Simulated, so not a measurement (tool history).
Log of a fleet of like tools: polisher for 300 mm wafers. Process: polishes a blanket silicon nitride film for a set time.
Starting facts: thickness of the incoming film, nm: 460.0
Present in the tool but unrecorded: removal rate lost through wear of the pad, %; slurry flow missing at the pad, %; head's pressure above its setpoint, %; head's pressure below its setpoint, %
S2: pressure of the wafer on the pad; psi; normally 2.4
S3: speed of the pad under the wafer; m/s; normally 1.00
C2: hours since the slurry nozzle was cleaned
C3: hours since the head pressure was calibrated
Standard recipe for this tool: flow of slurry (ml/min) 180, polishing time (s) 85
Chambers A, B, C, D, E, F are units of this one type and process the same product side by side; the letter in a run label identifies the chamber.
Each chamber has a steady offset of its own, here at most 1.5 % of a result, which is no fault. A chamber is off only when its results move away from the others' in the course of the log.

run 1A hour=8.6 | flow_of_slurry_(ml/min)=180 S2=2.4 S3=1.00 polishing_time_(s)=85 | wafers_polished_on_this_pad=861 C2=254.1 C3=284.6 | film_removed_(Å)=986.53
-- hour=13.7 chamber A: worn pad replaced by a new one
run 2E hour=22.2 | flow_of_slurry_(ml/min)=180 S2=2.4 S3=1.00 polishing_time_(s)=85 | wafers_polished_on_this_pad=1156 C2=212.8 C3=887.3 | film_removed_(Å)=965.47
-- hour=27.0 chamber B: worn pad replaced by a new one
run 3C hour=30.8 | flow_of_slurry_(ml/min)=180 S2=2.4 S3=1.00 polishing_time_(s)=85 | wafers_polished_on_this_pad=748 C2=210.7 C3=281.6 | film_removed_(Å)=948.10
-- hour=33.4 chamber E: worn pad replaced by a new one
run 4F hour=39.9 | flow_of_slurry_(ml/min)=180 S2=2.4 S3=1.00 polishing_time_(s)=85 | wafers_polished_on_this_pad=652 C2=206.9 C3=529.4 | film_removed_(Å)=973.17
run 5D hour=49.2 | flow_of_slurry_(ml/min)=180 S2=1.6 S3=1.00 polishing_time_(s)=85 | wafers_polished_on_this_pad=486 C2=241.9 C3=831.5 | film_removed_(Å)=633.82
run 6B hour=63.0 | flow_of_slurry_(ml/min)=180 S2=1.6 S3=1.00 polishing_time_(s)=85 | wafers_polished_on_this_pad=305 C2=762.8 C3=273.3 | film_removed_(Å)=636.06
run 7B hour=72.7 | flow_of_slurry_(ml/min)=180 S2=1.6 S3=1.00 polishing_time_(s)=85 | wafers_polished_on_this_pad=387 C2=772.5 C3=283.0 | film_removed_(Å)=625.56
-- hour=82.5 chamber D: worn pad replaced by a new one
run 8F hour=85.2 | flow_of_slurry_(ml/min)=180 S2=1.6 S3=1.00 polishing_time_(s)=85 | wafers_polished_on_this_pad=1036 C2=252.2 C3=574.7 | film_removed_(Å)=649.39
run 9C hour=96.8 | flow_of_slurry_(ml/min)=180 S2=1.6 S3=1.00 polishing_time_(s)=85 | wafers_polished_on_this_pad=1307 C2=276.7 C3=347.6 | film_removed_(Å)=640.93
-- hour=97.6 chamber C: worn pad replaced by a new one
-- hour=99.1 chamber A: worn pad replaced by a new one
-- hour=101.6 chamber F: worn pad replaced by a new one
run 10D hour=108.1 | flow_of_slurry_(ml/min)=180 S2=1.6 S3=1.00 polishing_time_(s)=85 | wafers_polished_on_this_pad=217 C2=300.8 C3=890.4 | film_removed_(Å)=631.85
-- hour=110.0 chamber B: slurry nozzle cleaned
run 11E hour=118.9 | flow_of_slurry_(ml/min)=180 S2=2.4 S3=1.00 polishing_time_(s)=85 | wafers_polished_on_this_pad=724 C2=309.5 C3=984.0 | film_removed_(Å)=967.16
run 12A hour=131.3 | flow_of_slurry_(ml/min)=180 S2=2.4 S3=1.00 polishing_time_(s)=85 | wafers_polished_on_this_pad=273 C2=376.8 C3=407.3 | film_removed_(Å)=958.68
-- hour=138.2 chamber B: worn pad replaced by a new one
run 13E hour=140.1 | flow_of_slurry_(ml/min)=180 S2=2.4 S3=1.00 polishing_time_(s)=85 | wafers_polished_on_this_pad=904 C2=330.7 C3=1005.2 | film_removed_(Å)=978.27
-- hour=149.4 chamber C: slurry nozzle cleaned
run 14F hour=154.1 | flow_of_slurry_(ml/min)=150 S2=2.4 S3=1.00 polishing_time_(s)=85 | wafers_polished_on_this_pad=445 C2=321.1 C3=643.6 | film_removed_(Å)=933.09
-- hour=164.2 chamber B: head pressure recalibrated
run 15A hour=166.0 | flow_of_slurry_(ml/min)=150 S2=2.4 S3=1.00 polishing_time_(s)=85 | wafers_polished_on_this_pad=567 C2=411.5 C3=442.0 | film_removed_(Å)=956.09
-- hour=167.7 chamber D: worn pad replaced by a new one
-- hour=170.2 chamber E: head pressure recalibrated
run 16B hour=173.8 | flow_of_slurry_(ml/min)=150 S2=2.4 S3=1.00 polishing_time_(s)=85 | wafers_polished_on_this_pad=302 C2=63.9 C3=9.6 | film_removed_(Å)=935.88
run 17D hour=182.4 | flow_of_slurry_(ml/min)=150 S2=2.4 S3=1.00 polishing_time_(s)=85 | wafers_polished_on_this_pad=124 C2=375.1 C3=964.7 | film_removed_(Å)=917.71
run 18C hour=192.8 | flow_of_slurry_(ml/min)=150 S2=2.4 S3=1.00 polishing_time_(s)=85 | wafers_polished_on_this_pad=806 C2=43.5 C3=443.6 | film_removed_(Å)=923.52
-- hour=195.4 chamber E: worn pad replaced by a new one
-- hour=195.6 chamber A: worn pad replaced by a new one
run 19C hour=201.8 | flow_of_slurry_(ml/min)=150 S2=2.4 S3=1.00 polishing_time_(s)=85 | wafers_polished_on_this_pad=883 C2=52.5 C3=452.6 | film_removed_(Å)=913.51
run 20A hour=209.3 | flow_of_slurry_(ml/min)=180 S2=2.4 S3=1.00 polishing_time_(s)=97 | wafers_polished_on_this_pad=116 C2=454.8 C3=485.3 | film_removed_(Å)=1116.60
run 21E hour=220.3 | flow_of_slurry_(ml/min)=180 S2=2.4 S3=1.00 polishing_time_(s)=97 | wafers_polished_on_this_pad=211 C2=410.9 C3=50.2 | film_removed_(Å)=1082.80
-- hour=230.8 chamber F: worn pad replaced by a new one
run 22D hour=230.8 | flow_of_slurry_(ml/min)=180 S2=2.4 S3=1.00 polishing_time_(s)=97 | wafers_polished_on_this_pad=534 C2=423.5 C3=1013.1 | film_removed_(Å)=1094.60
run 23F hour=239.4 | flow_of_slurry_(ml/min)=180 S2=2.4 S3=1.00 polishing_time_(s)=97 | wafers_polished_on_this_pad=73 C2=406.4 C3=728.9 | film_removed_(Å)=1085.90
-- hour=241.0 chamber F: head pressure recalibrated
run 24B hour=249.8 | flow_of_slurry_(ml/min)=180 S2=2.4 S3=1.00 polishing_time_(s)=97 | wafers_polished_on_this_pad=946 C2=139.9 C3=85.6 | film_removed_(Å)=1079.80
-- hour=251.3 chamber D: worn pad replaced by a new one
-- hour=258.5 chamber B: worn pad replaced by a new one
-- hour=258.8 chamber C: worn pad replaced by a new one
run 25E hour=259.2 | flow_of_slurry_(ml/min)=180 S2=2.4 S3=1.00 polishing_time_(s)=97 | wafers_polished_on_this_pad=541 C2=449.8 C3=89.1 | film_removed_(Å)=1112.70
-- hour=259.8 chamber E: slurry nozzle cleaned
run 26A hour=271.4 | flow_of_slurry_(ml/min)=180 S2=2.4 S3=1.00 polishing_time_(s)=85 | wafers_polished_on_this_pad=643 C2=516.9 C3=547.4 | film_removed_(Å)=966.52
run 27D hour=277.6 | flow_of_slurry_(ml/min)=180 S2=2.4 S3=1.00 polishing_time_(s)=85 | wafers_polished_on_this_pad=223 C2=470.3 C3=1059.9 | film_removed_(Å)=951.69
-- hour=289.5 chamber A: worn pad replaced by a new one
run 28B hour=290.3 | flow_of_slurry_(ml/min)=180 S2=2.4 S3=1.00 polishing_time_(s)=85 | wafers_polished_on_this_pad=270 C2=180.4 C3=126.1 | film_removed_(Å)=970.15
run 29C hour=299.3 | flow_of_slurry_(ml/min)=180 S2=2.1 S3=0.68 polishing_time_(s)=85 | wafers_polished_on_this_pad=344 C2=150.0 C3=550.1 | film_removed_(Å)=614.86
run 30F hour=311.1 | flow_of_slurry_(ml/min)=180 S2=2.1 S3=0.68 polishing_time_(s)=85 | wafers_polished_on_this_pad=680 C2=478.1 C3=70.2 | film_removed_(Å)=552.68
run 31A hour=317.8 | flow_of_slurry_(ml/min)=180 S2=2.1 S3=0.68 polishing_time_(s)=85 | wafers_polished_on_this_pad=240 C2=563.3 C3=593.8 | film_removed_(Å)=629.07
run 32C hour=326.7 | flow_of_slurry_(ml/min)=180 S2=2.1 S3=0.68 polishing_time_(s)=85 | wafers_polished_on_this_pad=576 C2=177.4 C3=577.5 | film_removed_(Å)=630.54
run 33D hour=333.5 | flow_of_slurry_(ml/min)=180 S2=2.1 S3=0.68 polishing_time_(s)=85 | wafers_polished_on_this_pad=696 C2=526.2 C3=1115.8 | film_removed_(Å)=606.27
run 34E hour=344.0 | flow_of_slurry_(ml/min)=180 S2=2.1 S3=0.68 polishing_time_(s)=85 | wafers_polished_on_this_pad=1260 C2=84.3 C3=173.9 | film_removed_(Å)=626.68
run 35B hour=353.3 | flow_of_slurry_(ml/min)=180 S2=2.4 S3=1.00 polishing_time_(s)=85 | wafers_polished_on_this_pad=804 C2=243.4 C3=189.1 | film_removed_(Å)=960.64
-- hour=357.5 chamber B: worn pad replaced by a new one
-- hour=359.3 chamber E: worn pad replaced by a new one
run 36F hour=359.6 | flow_of_slurry_(ml/min)=180 S2=2.4 S3=1.00 polishing_time_(s)=85 | wafers_polished_on_this_pad=1091 C2=526.6 C3=118.7 | film_removed_(Å)=875.71
run 37F hour=370.7 | flow_of_slurry_(ml/min)=180 S2=2.4 S3=1.00 polishing_time_(s)=85 | wafers_polished_on_this_pad=1186 C2=537.7 C3=129.8 | film_removed_(Å)=866.88
run 38E hour=383.7 | flow_of_slurry_(ml/min)=180 S2=2.4 S3=1.00 polishing_time_(s)=85 | wafers_polished_on_this_pad=207 C2=124.0 C3=213.6 | film_removed_(Å)=963.16
-- hour=386.8 chamber C: worn pad replaced by a new one
run 39B hour=391.6 | flow_of_slurry_(ml/min)=180 S2=2.4 S3=1.00 polishing_time_(s)=85 | wafers_polished_on_this_pad=289 C2=281.7 C3=227.4 | film_removed_(Å)=961.34
-- hour=394.6 chamber A: worn pad replaced by a new one
run 40C hour=401.9 | flow_of_slurry_(ml/min)=180 S2=2.4 S3=1.00 polishing_time_(s)=85 | wafers_polished_on_this_pad=128 C2=252.6 C3=652.7 | film_removed_(Å)=958.37
run 41A hour=414.3 | flow_of_slurry_(ml/min)=180 S2=2.4 S3=1.00 polishing_time_(s)=85 | wafers_polished_on_this_pad=167 C2=659.8 C3=690.3 | film_removed_(Å)=984.06

Each of the 6 chambers runs these same settings next. Fill in every chamber's results:
run 42A hour=424.6 | flow_of_slurry_(ml/min)=125 S2=2.4 S3=1.00 polishing_time_(s)=85 | film_removed_(Å)=?
run 42B hour=424.6 | flow_of_slurry_(ml/min)=125 S2=2.4 S3=1.00 polishing_time_(s)=85 | film_removed_(Å)=?
run 42C hour=424.6 | flow_of_slurry_(ml/min)=125 S2=2.4 S3=1.00 polishing_time_(s)=85 | film_removed_(Å)=?
run 42D hour=424.6 | flow_of_slurry_(ml/min)=125 S2=2.4 S3=1.00 polishing_time_(s)=85 | film_removed_(Å)=?
run 42E hour=424.6 | flow_of_slurry_(ml/min)=125 S2=2.4 S3=1.00 polishing_time_(s)=85 | film_removed_(Å)=?
run 42F hour=424.6 | flow_of_slurry_(ml/min)=125 S2=2.4 S3=1.00 polishing_time_(s)=85 | film_removed_(Å)=?

run=42A film_removed_(Å)=917.34
run=42B film_removed_(Å)=889.19
run=42C film_removed_(Å)=894.68
run=42D film_removed_(Å)=903.98
run=42E film_removed_(Å)=903.19
run=42F film_removed_(Å)=795.07

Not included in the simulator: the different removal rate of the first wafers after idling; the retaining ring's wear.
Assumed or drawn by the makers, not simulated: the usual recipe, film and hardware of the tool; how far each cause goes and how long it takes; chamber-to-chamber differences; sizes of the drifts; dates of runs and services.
